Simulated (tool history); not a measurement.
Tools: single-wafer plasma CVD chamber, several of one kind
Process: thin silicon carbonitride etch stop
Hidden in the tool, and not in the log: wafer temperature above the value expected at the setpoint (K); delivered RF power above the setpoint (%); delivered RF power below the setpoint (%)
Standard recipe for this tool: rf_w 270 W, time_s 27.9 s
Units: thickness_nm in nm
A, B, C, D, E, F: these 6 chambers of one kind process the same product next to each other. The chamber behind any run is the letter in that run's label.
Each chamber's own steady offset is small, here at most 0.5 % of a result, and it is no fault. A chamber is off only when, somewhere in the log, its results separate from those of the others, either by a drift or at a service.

run     day  rf_w  time_s  hours since the last thermocouple change  hours since the last RF generator calibration  read-back reference wafer on the same gauge, thickness_nm  thickness_nm
 1C   0.304   270    27.9                                    1936.4                                            912                                                     15.195        17.262
 2F   0.883   270    27.9                                    1366.1                                         1505.7                                                       15.2         17.47
 3E   1.354   270    27.9                                    1725.3                                         1168.6                                                     15.194         17.39
 4A   1.842   270    27.9                                    1983.7                                         1887.6                                                      15.19        17.449
 5D   2.404   270    27.9                                     794.7                                          862.3                                                     15.187        17.386
 6B   2.967   270    31.5                                    2224.2                                          162.3                                                     15.181        19.745
 7F   3.442   270    31.5                                    1427.5                                         1567.1                                                     15.191        19.711
 8A   3.888   270    31.5                                    2032.8                                         1936.7                                                     15.181        19.658
 9B   4.354   270    31.5                                    2257.5                                          195.6                                                     15.185        19.648
10C   4.892   270    31.5                                    2046.5                                         1022.1                                                     15.176        19.509
11E   5.179   270    31.5                                    1817.1                                         1260.4                                                     15.179        19.616
      5.479  -- chamber F: RF generator calibrated
12D   5.788   295    27.9                                     875.9                                          943.5                                                      15.17        17.864
13F   6.412   295    27.9                                    1498.8                                           22.5                                                     15.171        17.885
14C   6.733   295    27.9                                    2090.7                                         1066.3                                                     15.171        17.781
      7.004  -- chamber A: thermocouple changed; heater temperature recalibrated
15A   7.267   295    27.9                                       6.3                                         2017.8                                                     15.173        17.898
16E   7.821   295    27.9                                    1880.5                                         1323.8                                                     15.168        17.849
17B   8.162   295    27.9                                    2348.9                                            287                                                     15.164        17.883
18D   8.529   270    27.9                                     941.7                                         1009.3                                                     15.162          17.4
19A   8.888   270    27.9                                      45.2                                         2056.7                                                      15.16        17.438
20C   9.162   270    27.9                                      2149                                         1124.6                                                     15.158        17.273
21F   9.629   270    27.9                                      1576                                           99.7                                                     15.153        17.429
22B  10.225   270    27.9                                    2398.4                                          336.5                                                     15.153        17.425
23D  10.717   270    27.9                                     994.2                                         1061.8                                                     15.152        17.392
24E  11.329   295    24.4                                    1964.7                                           1408                                                     15.147        15.565
25A  11.896   295    24.4                                     117.4                                         2128.9                                                     15.146        15.612
26B  12.388   295    24.4                                    2450.3                                          388.4                                                     15.141        15.645
27D  12.675   295    24.4                                    1041.2                                         1108.8                                                     15.147        15.619
28E  13.038   295    24.4                                    2005.7                                           1449                                                     15.141         15.58
     13.117  -- chamber E: thermocouple changed; heater temperature recalibrated
29F  13.421   295    24.4                                      1667                                          190.7                                                     15.141        15.643
30C  13.754   270    27.9                                    2259.2                                         1234.8                                                     15.138        17.234
31F  14.067   270    27.9                                    1682.5                                          206.2                                                     15.139        17.379
32C  14.662   270    27.9                                      2281                                         1256.6                                                     15.136        17.187
33D   15.05   270    27.9                                    1098.2                                         1165.8                                                     15.135        17.402
     15.246  -- chamber A: RF generator calibrated
34A  15.575   270    24.3                                     205.7                                            7.9                                                     15.133        15.155
35B  15.862   270    24.3                                    2533.7                                          471.8                                                     15.129        15.151
36E  16.458   270    24.3                                      80.3                                         1531.1                                                     15.129        15.135
37E  16.792   270    24.3                                      88.3                                         1539.1                                                     15.124        15.088
38C  17.292   270    24.3                                    2344.1                                         1319.7                                                     15.123        14.978

Next, all 6 chambers run the settings below, one line each with question marks for the results. What does each chamber give?
39A  17.746   270    25.6                                                                                                                                                                 ?
39B  17.746   270    25.6                                                                                                                                                                 ?
39C  17.746   270    25.6                                                                                                                                                                 ?
39D  17.746   270    25.6                                                                                                                                                                 ?
39E  17.746   270    25.6                                                                                                                                                                 ?
39F  17.746   270    25.6                                                                                                                                                                 ?

run  thickness_nm
39A        15.929
39B        15.943
39C        15.762
39D        15.884
39E        15.891
39F        15.955
